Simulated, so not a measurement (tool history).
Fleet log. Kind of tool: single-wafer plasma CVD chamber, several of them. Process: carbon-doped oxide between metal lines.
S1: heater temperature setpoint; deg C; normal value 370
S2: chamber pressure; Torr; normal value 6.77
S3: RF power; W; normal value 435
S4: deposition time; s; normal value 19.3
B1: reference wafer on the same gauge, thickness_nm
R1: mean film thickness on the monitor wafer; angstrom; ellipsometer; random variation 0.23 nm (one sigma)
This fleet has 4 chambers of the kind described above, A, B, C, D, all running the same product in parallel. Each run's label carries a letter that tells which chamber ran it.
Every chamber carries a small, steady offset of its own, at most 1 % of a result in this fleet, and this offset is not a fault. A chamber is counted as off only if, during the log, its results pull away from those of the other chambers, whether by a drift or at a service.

{"run": "1D", "hour": 2.1, "S1": 370, "S2": 6.77, "S3": 435, "S4": 19.3, "B1": 82.687, "R1": 892.33}
{"run": "2B", "hour": 6.0, "S1": 370, "S2": 6.77, "S3": 435, "S4": 19.3, "B1": 82.682, "R1": 884.09}
{"run": "3C", "hour": 9.2, "S1": 370, "S2": 6.77, "S3": 435, "S4": 19.3, "B1": 82.693, "R1": 878.84}
{"run": "4A", "hour": 11.6, "S1": 370, "S2": 6.77, "S3": 435, "S4": 19.3, "B1": 82.68, "R1": 881.95}
{"run": "5B", "hour": 14.1, "S1": 370, "S2": 6.77, "S3": 435, "S4": 19.3, "B1": 82.704, "R1": 888.83}
{"run": "6D", "hour": 18.7, "S1": 370, "S2": 6.77, "S3": 435, "S4": 19.3, "B1": 82.723, "R1": 895.35}
{"run": "7C", "hour": 22.0, "S1": 370, "S2": 6.77, "S3": 435, "S4": 19.3, "B1": 82.704, "R1": 878.42}
{"run": "8A", "hour": 25.6, "S1": 370, "S2": 6.77, "S3": 435, "S4": 19.3, "B1": 82.702, "R1": 884.16}
{"run": "9C", "hour": 29.1, "S1": 370, "S2": 6.77, "S3": 435, "S4": 19.3, "B1": 82.696, "R1": 881.2}
{"run": "10A", "hour": 33.0, "S1": 370, "S2": 6.77, "S3": 435, "S4": 19.3, "B1": 82.716, "R1": 883.92}
{"run": "11B", "hour": 37.3, "S1": 370, "S2": 6.77, "S3": 435, "S4": 19.3, "B1": 82.659, "R1": 887.93}
{"run": "12D", "hour": 41.4, "S1": 370, "S2": 6.77, "S3": 435, "S4": 19.3, "B1": 82.696, "R1": 894.22}
{"run": "13A", "hour": 45.8, "S1": 370, "S2": 6.77, "S3": 435, "S4": 19.3, "B1": 82.686, "R1": 885.74}
{"run": "14C", "hour": 49.8, "S1": 370, "S2": 6.77, "S3": 435, "S4": 19.3, "B1": 82.627, "R1": 878.31}
{"run": "15B", "hour": 52.9, "S1": 370, "S2": 6.77, "S3": 435, "S4": 19.3, "B1": 82.676, "R1": 885.63}
{"run": "16D", "hour": 54.9, "S1": 370, "S2": 6.77, "S3": 435, "S4": 19.3, "B1": 82.668, "R1": 894.51}
{"run": "17C", "hour": 58.4, "S1": 370, "S2": 6.77, "S3": 435, "S4": 19.3, "B1": 82.686, "R1": 878.32}
{"run": "18D", "hour": 60.5, "S1": 370, "S2": 6.77, "S3": 435, "S4": 19.3, "B1": 82.75, "R1": 895.21}
{"run": "19B", "hour": 64.4, "S1": 370, "S2": 6.77, "S3": 495, "S4": 21.3, "B1": 82.687, "R1": 1066}
{"run": "20A", "hour": 67.1, "S1": 370, "S2": 6.77, "S3": 495, "S4": 21.3, "B1": 82.678, "R1": 1066.2}
{"run": "21D", "hour": 71.5, "S1": 370, "S2": 6.77, "S3": 495, "S4": 21.3, "B1": 82.658, "R1": 1073}
{"run": "22C", "hour": 74.2, "S1": 370, "S2": 6.77, "S3": 495, "S4": 21.3, "B1": 82.698, "R1": 1058.9}
{"run": "23B", "hour": 77.6, "S1": 370, "S2": 6.77, "S3": 435, "S4": 19.3, "B1": 82.71, "R1": 886.6}
{"run": "24A", "hour": 81.3, "S1": 380, "S2": 6.77, "S3": 460, "S4": 19.3, "B1": 82.684, "R1": 902.26}
{"run": "25B", "hour": 84.4, "S1": 380, "S2": 6.77, "S3": 460, "S4": 19.3, "B1": 82.691, "R1": 898.79}
{"run": "26C", "hour": 88.9, "S1": 380, "S2": 6.77, "S3": 460, "S4": 19.3, "B1": 82.754, "R1": 895.07}
{"run": "27D", "hour": 93.1, "S1": 380, "S2": 6.77, "S3": 460, "S4": 19.3, "B1": 82.708, "R1": 910.53}
{"run": "28A", "hour": 95.3, "S1": 370, "S2": 7.34, "S3": 435, "S4": 16.2, "B1": 82.715, "R1": 747.94}
{"run": "29B", "hour": 99.9, "S1": 370, "S2": 7.34, "S3": 435, "S4": 16.2, "B1": 82.714, "R1": 751.96}
{"run": "30C", "hour": 103.1, "S1": 370, "S2": 7.34, "S3": 435, "S4": 16.2, "B1": 82.688, "R1": 740.63}
{"run": "31D", "hour": 105.7, "S1": 370, "S2": 7.34, "S3": 435, "S4": 16.2, "B1": 82.712, "R1": 760.29}
{"run": "32A", "hour": 109.7, "S1": 370, "S2": 6.77, "S3": 435, "S4": 19.3, "B1": 82.675, "R1": 881.86}
{"run": "33C", "hour": 112.4, "S1": 370, "S2": 6.77, "S3": 435, "S4": 19.3, "B1": 82.681, "R1": 878.84}
{"run": "34D", "hour": 116.3, "S1": 370, "S2": 6.77, "S3": 435, "S4": 19.3, "B1": 82.723, "R1": 892.66}
{"run": "35B", "hour": 119.1, "S1": 370, "S2": 6.77, "S3": 435, "S4": 19.3, "B1": 82.646, "R1": 888.4}
{"run": "36A", "hour": 122.1, "S1": 370, "S2": 6.77, "S3": 435, "S4": 19.3, "B1": 82.7, "R1": 886.75}
{"run": "37B", "hour": 124.1, "S1": 370, "S2": 6.77, "S3": 435, "S4": 19.3, "B1": 82.643, "R1": 889.86}
{"run": "38C", "hour": 127.8, "S1": 370, "S2": 6.77, "S3": 435, "S4": 19.3, "B1": 82.737, "R1": 879.79}

Which is it: a chamber that has drifted or been left off by a service, a gauge drift common to all chambers, or only each chamber's usual small offset? If a chamber is off, name it and its likeliest cause.

Neither any chamber nor the gauge drifts; the chambers differ only by their own small, steady offsets.
